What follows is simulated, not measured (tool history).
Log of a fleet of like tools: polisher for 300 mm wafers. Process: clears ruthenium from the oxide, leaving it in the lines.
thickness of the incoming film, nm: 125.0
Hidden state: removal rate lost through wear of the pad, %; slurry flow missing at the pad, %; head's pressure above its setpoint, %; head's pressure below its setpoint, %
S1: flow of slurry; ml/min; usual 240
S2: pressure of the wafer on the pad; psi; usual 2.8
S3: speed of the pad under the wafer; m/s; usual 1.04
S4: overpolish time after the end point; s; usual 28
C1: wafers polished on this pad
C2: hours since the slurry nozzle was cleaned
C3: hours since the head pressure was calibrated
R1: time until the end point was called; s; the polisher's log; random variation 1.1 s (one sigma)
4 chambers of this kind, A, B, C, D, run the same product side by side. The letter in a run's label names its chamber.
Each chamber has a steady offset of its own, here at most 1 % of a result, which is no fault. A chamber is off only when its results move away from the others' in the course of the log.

Run 1B, day 0.304: usual settings; C1 196; C2 229.3; C3 167.5. Result: R1 86.240 s.
At day 0.408: chamber D: worn pad replaced by a new one.
Run 2A, day 0.583: usual settings; C1 1002; C2 633.6; C3 334.4. Result: R1 88.333 s.
At day 0.733: chamber A: worn pad replaced by a new one.
Run 3C, day 1.088: usual settings; C1 915; C2 117.8; C3 679.7. Result: R1 87.986 s.
At day 1.404: chamber C: worn pad replaced by a new one.
Run 4D, day 1.467: usual settings; C1 251; C2 46.2; C3 257.9. Result: R1 87.563 s.
Run 5D, day 1.742: usual settings; C1 316; C2 52.8; C3 264.5. Result: R1 85.877 s.
At day 1.988: chamber B: worn pad replaced by a new one.
Run 6A, day 2.212: usual settings; C1 351; C2 672.7; C3 373.5. Result: R1 86.560 s.
Run 7C, day 2.642: usual settings; C1 293; C2 155.1; C3 717.0. Result: R1 87.093 s.
At day 2.967: chamber A: slurry nozzle cleaned.
Run 8B, day 3.208: usual settings; C1 289; C2 299.0; C3 237.2. Result: R1 87.192 s.
Run 9D, day 3.592: usual settings but S2 1.9 psi, S3 0.72 m/s; C1 754; C2 97.2; C3 308.9. Result: R1 193.740 s.
Run 10A, day 3.933: usual settings but S2 1.9 psi, S3 0.72 m/s; C1 758; C2 23.3; C3 414.8. Result: R1 182.750 s.
Run 11C, day 4.317: usual settings but S2 1.9 psi, S3 0.72 m/s; C1 690; C2 195.3; C3 757.2. Result: R1 189.330 s.
At day 4.621: chamber B: worn pad replaced by a new one.
At day 4.688: chamber D: worn pad replaced by a new one.
Run 12B, day 4.788: usual settings but S2 1.9 psi, S3 0.72 m/s; C1 40; C2 336.9; C3 275.1. Result: R1 176.220 s.
Run 13D, day 5.100: usual settings; C1 98; C2 133.4; C3 345.1. Result: R1 91.986 s.
Run 14C, day 5.433: usual settings; C1 954; C2 222.1; C3 784.0. Result: R1 87.348 s.
Run 15B, day 5.950: usual settings; C1 315; C2 364.8; C3 303.0. Result: R1 85.195 s.
At day 6.100: chamber A: worn pad replaced by a new one.
At day 6.183: chamber B: head pressure recalibrated.
Run 16A, day 6.367: usual settings; C1 64; C2 81.7; C3 473.2. Result: R1 86.458 s.
At day 6.508: chamber C: worn pad replaced by a new one.
Run 17D, day 6.675: usual settings but S4 20 s; C1 471; C2 171.2; C3 382.9. Result: R1 90.982 s.
Run 18B, day 7.092: usual settings but S4 20 s; C1 585; C2 392.2; C3 21.9. Result: R1 86.998 s.
Run 19C, day 7.458: usual settings but S4 20 s; C1 225; C2 270.7; C3 832.6. Result: R1 87.113 s.
At day 7.492: chamber B: worn pad replaced by a new one.
Run 20A, day 7.896: usual settings but S4 20 s; C1 426; C2 118.4; C3 509.9. Result: R1 85.850 s.
Run 21A, day 8.242: usual settings; C1 507; C2 126.7; C3 518.2. Result: R1 86.639 s.
At day 8.683: chamber C: slurry nozzle cleaned.
Run 22B, day 8.688: usual settings; C1 284; C2 430.5; C3 60.2. Result: R1 85.884 s.
Run 23D, day 8.946: usual settings; C1 1008; C2 225.7; C3 437.4. Result: R1 93.486 s.
At day 9.367: chamber D: worn pad replaced by a new one.
Run 24C, day 9.442: usual settings; C1 695; C2 18.3; C3 880.2. Result: R1 88.022 s.
Run 25B, day 9.825: usual settings; C1 553; C2 457.8; C3 87.5. Result: R1 87.310 s.
Run 26A, day 10.075: usual settings; C1 941; C2 170.7; C3 562.2. Result: R1 86.262 s.
Run 27C, day 10.542: usual settings; C1 955; C2 44.7; C3 906.6. Result: R1 85.093 s.
At day 10.746: chamber B: worn pad replaced by a new one.
Run 28D, day 10.888: usual settings; C1 360; C2 272.3; C3 484.0. Result: R1 95.026 s.
Run 29B, day 11.233: usual settings; C1 115; C2 491.6; C3 121.3. Result: R1 86.764 s.

All 4 chambers run these settings next. Forecast each chamber's results:
Run 30A, day 11.642: usual settings but S3 1.38 m/s. Result: R1 ?.
Run 30B, day 11.642: usual settings but S3 1.38 m/s. Result: R1 ?.
Run 30C, day 11.642: usual settings but S3 1.38 m/s. Result: R1 ?.
Run 30D, day 11.642: usual settings but S3 1.38 m/s. Result: R1 ?.

run      R1
30A  66.753
30B  65.323
30C  66.949
30D  70.956
